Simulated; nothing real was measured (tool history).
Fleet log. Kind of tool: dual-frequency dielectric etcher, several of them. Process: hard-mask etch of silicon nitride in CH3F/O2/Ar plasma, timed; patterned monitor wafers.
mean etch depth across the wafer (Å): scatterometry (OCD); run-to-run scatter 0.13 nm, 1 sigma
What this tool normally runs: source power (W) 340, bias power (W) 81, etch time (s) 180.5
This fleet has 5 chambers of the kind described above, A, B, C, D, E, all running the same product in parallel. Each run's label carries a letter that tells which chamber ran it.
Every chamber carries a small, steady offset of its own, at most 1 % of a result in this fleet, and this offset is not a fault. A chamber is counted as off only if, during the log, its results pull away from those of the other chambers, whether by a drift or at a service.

run	hour	source power (W)	bias power (W)	etch time (s)	hours since the last wet clean	hours since the last source power generator calibration	hours since the last bias power generator calibration	read-back reference wafer on the same gauge, depth_nm	mean etch depth across the wafer (Å)
1D	3.4	340	81	180.5	247.0	1842.6	421.2	138.01	1235.3
2A	7.5	340	81	180.5	411.5	2516.1	286.3	138.06	1241.3
3E	13.0	340	81	180.5	428.7	3453.3	4113.5	138.05	1243.8
4B	17.1	340	81	180.5	335.6	738.8	937.4	138.06	1247.2
5C	22.7	340	81	180.5	247.1	4097.4	1176.0	138.13	1243.5
# hour 28.4: chamber C: source power generator calibrated
6E	28.4	340	81	180.5	444.1	3468.7	4128.9	138.06	1243.6
7A	33.4	340	81	180.5	437.4	2542.0	312.2	138.11	1242.8
8D	39.7	340	81	180.5	283.3	1878.9	457.5	138.16	1238.8
9B	45.3	340	81	180.5	363.8	767.0	965.6	138.19	1246.6
10C	51.8	340	81	180.5	276.2	23.5	1205.1	138.20	1243.7
11C	55.6	340	81	180.5	280.0	27.3	1208.9	138.22	1245.9
12E	59.3	340	81	180.5	475.0	3499.6	4159.8	138.24	1241.6
13D	62.9	340	81	180.5	306.5	1902.1	480.7	138.23	1239.9
14A	66.9	290	70	180.5	470.9	2575.5	345.7	138.26	1109.6
# hour 69.8: chamber B: wet clean of the chamber
15B	72.5	290	70	180.5	2.8	794.2	992.8	138.27	1119.1
16C	78.1	290	70	180.5	302.5	49.8	1231.4	138.29	1115.3
17D	82.6	290	70	180.5	326.2	1921.8	500.4	138.31	1106.0
18B	85.6	290	70	180.5	15.9	807.3	1005.9	138.32	1119.9
19A	90.0	340	81	180.5	494.0	2598.6	368.8	138.37	1244.9
20E	95.5	300	64	180.5	511.2	3535.8	4196.0	138.42	1093.4
21E	100.0	300	64	180.5	515.7	3540.3	4200.5	138.38	1091.8
22A	103.0	300	64	180.5	507.0	2611.6	381.8	138.40	1092.7
# hour 106.2: chamber E: wet clean of the chamber
23D	108.9	300	64	180.5	352.5	1948.1	526.7	138.43	1086.7
24B	113.9	300	64	180.5	44.2	835.6	1034.2	138.44	1099.3
25C	119.8	340	81	180.5	344.2	91.5	1273.1	138.47	1247.0
26B	124.7	340	81	180.5	55.0	846.4	1045.0	138.49	1253.0
27A	130.9	340	81	180.5	534.9	2639.5	409.7	138.50	1244.7
28C	136.7	340	81	180.5	361.1	108.4	1290.0	138.53	1250.5
29D	139.9	310	98	180.5	383.5	1979.1	557.7	138.53	1285.4
30E	143.1	310	98	180.5	37.0	3583.4	4243.6	138.56	1292.0
31C	146.9	310	98	180.5	371.3	118.6	1300.2	138.56	1292.0
32B	152.4	310	98	180.5	82.7	874.1	1072.7	138.59	1298.2

Which is it: a chamber that has drifted or been left off by a service, a gauge drift common to all chambers, or only each chamber's usual small offset? If a chamber is off, name it and its likeliest cause.

It is the gauge, not a chamber: its drift shows up in every chamber's results at once, and no chamber is off.
Likeliest cause: gauge reads high (%) = 0.43.

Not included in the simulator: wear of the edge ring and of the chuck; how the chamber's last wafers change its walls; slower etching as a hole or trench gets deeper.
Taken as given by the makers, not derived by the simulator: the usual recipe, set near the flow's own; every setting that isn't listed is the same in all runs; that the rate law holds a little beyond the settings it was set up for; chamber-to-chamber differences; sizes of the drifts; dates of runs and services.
